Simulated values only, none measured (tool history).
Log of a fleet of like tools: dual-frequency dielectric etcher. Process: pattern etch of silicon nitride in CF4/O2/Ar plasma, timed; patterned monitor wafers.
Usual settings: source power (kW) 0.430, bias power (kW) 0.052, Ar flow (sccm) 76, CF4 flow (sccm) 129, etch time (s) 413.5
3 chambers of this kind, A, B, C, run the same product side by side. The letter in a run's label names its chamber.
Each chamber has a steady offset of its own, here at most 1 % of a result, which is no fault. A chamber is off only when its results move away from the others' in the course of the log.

| run | hour | source power (kW) | bias power (kW) | Ar flow (sccm) | CF4 flow (sccm) | etch time (s) | hours since the last wet clean | hours since the last source power generator calibration | hours since the last bias power generator calibration | hours since the last Ar flow controller change | hours since the last CF4 flow controller change | read-back reference wafer on the same gauge, depth_nm | mean etch depth across the wafer (nm) |
|---|---|---|---|---|---|---|---|---|---|---|---|---|---|
| 1A | 5.1 | 0.430 | 0.052 | 76 | 129 | 413.5 | 186.9 | 1586.3 | 2186.9 | 3119.9 | 2326.2 | 826.68 | 735.04 |
| 2C | 9.3 | 0.430 | 0.052 | 76 | 129 | 413.5 | 279.7 | 2606.3 | 1613.4 | 248.3 | 3535.2 | 826.30 | 744.25 |
| 3B | 13.5 | 0.430 | 0.052 | 76 | 129 | 413.5 | 230.4 | 1722.6 | 451.7 | 183.2 | 1930.5 | 826.17 | 737.65 |
| 4A | 18.5 | 0.430 | 0.052 | 76 | 129 | 413.5 | 200.3 | 1599.7 | 2200.3 | 3133.3 | 2339.6 | 826.15 | 734.57 |
| 5B | 20.8 | 0.430 | 0.052 | 76 | 129 | 413.5 | 237.7 | 1729.9 | 459.0 | 190.5 | 1937.8 | 825.83 | 733.61 |
| 6C | 23.8 | 0.430 | 0.052 | 76 | 129 | 413.5 | 294.2 | 2620.8 | 1627.9 | 262.8 | 3549.7 | 825.70 | 744.57 |
| 7A | 27.6 | 0.430 | 0.052 | 76 | 129 | 413.5 | 209.4 | 1608.8 | 2209.4 | 3142.4 | 2348.7 | 825.24 | 737.13 |
| 8B | 31.9 | 0.390 | 0.047 | 76 | 129 | 413.5 | 248.8 | 1741.0 | 470.1 | 201.6 | 1948.9 | 824.97 | 647.58 |
| 9C | 35.3 | 0.390 | 0.047 | 76 | 129 | 413.5 | 305.7 | 2632.3 | 1639.4 | 274.3 | 3561.2 | 824.99 | 656.72 |
| 10A | 40.0 | 0.390 | 0.047 | 76 | 129 | 413.5 | 221.8 | 1621.2 | 2221.8 | 3154.8 | 2361.1 | 824.92 | 650.69 |
|  | 42.7 | chamber A: source power generator calibrated |
| 11C | 42.7 | 0.430 | 0.052 | 76 | 160 | 413.5 | 313.1 | 2639.7 | 1646.8 | 281.7 | 3568.6 | 824.40 | 755.92 |
| 12B | 45.6 | 0.430 | 0.052 | 76 | 160 | 413.5 | 262.5 | 1754.7 | 483.8 | 215.3 | 1962.6 | 824.74 | 749.31 |
| 13A | 49.0 | 0.430 | 0.052 | 76 | 160 | 413.5 | 230.8 | 6.3 | 2230.8 | 3163.8 | 2370.1 | 824.39 | 747.96 |
| 14B | 53.0 | 0.430 | 0.052 | 76 | 129 | 413.5 | 269.9 | 1762.1 | 491.2 | 222.7 | 1970.0 | 824.22 | 734.56 |
| 15C | 56.8 | 0.430 | 0.052 | 76 | 129 | 413.5 | 327.2 | 2653.8 | 1660.9 | 295.8 | 3582.7 | 824.33 | 741.47 |
| 16A | 61.2 | 0.430 | 0.052 | 76 | 129 | 364.5 | 243.0 | 18.5 | 2243.0 | 3176.0 | 2382.3 | 823.83 | 646.59 |
| 17C | 64.6 | 0.430 | 0.052 | 76 | 129 | 364.5 | 335.0 | 2661.6 | 1668.7 | 303.6 | 3590.5 | 823.40 | 652.73 |
| 18B | 68.9 | 0.430 | 0.052 | 76 | 129 | 364.5 | 285.8 | 1778.0 | 507.1 | 238.6 | 1985.9 | 823.11 | 645.89 |
| 19B | 73.6 | 0.430 | 0.052 | 76 | 129 | 413.5 | 290.5 | 1782.7 | 511.8 | 243.3 | 1990.6 | 822.80 | 732.43 |
| 20A | 78.3 | 0.430 | 0.052 | 76 | 129 | 413.5 | 260.1 | 35.6 | 2260.1 | 3193.1 | 2399.4 | 822.80 | 732.77 |
| 21C | 81.7 | 0.430 | 0.052 | 76 | 129 | 321.0 | 352.1 | 2678.7 | 1685.8 | 320.7 | 3607.6 | 822.67 | 576.57 |
| 22B | 85.6 | 0.430 | 0.052 | 76 | 129 | 321.0 | 302.5 | 1794.7 | 523.8 | 255.3 | 2002.6 | 822.64 | 567.90 |
| 23A | 90.4 | 0.430 | 0.052 | 76 | 129 | 321.0 | 272.2 | 47.7 | 2272.2 | 3205.2 | 2411.5 | 822.07 | 569.19 |
| 24C | 93.3 | 0.430 | 0.052 | 76 | 129 | 413.5 | 363.7 | 2690.3 | 1697.4 | 332.3 | 3619.2 | 821.77 | 742.12 |

What goes on in this fleet: one chamber off, a drifting gauge, or nothing beyond the chambers' own small offsets? Name the chamber and the cause, if any.

The gauge drifts, so all chambers seem to drift together. No chamber is off.
Cause: gauge reads low (%) = 0.633.
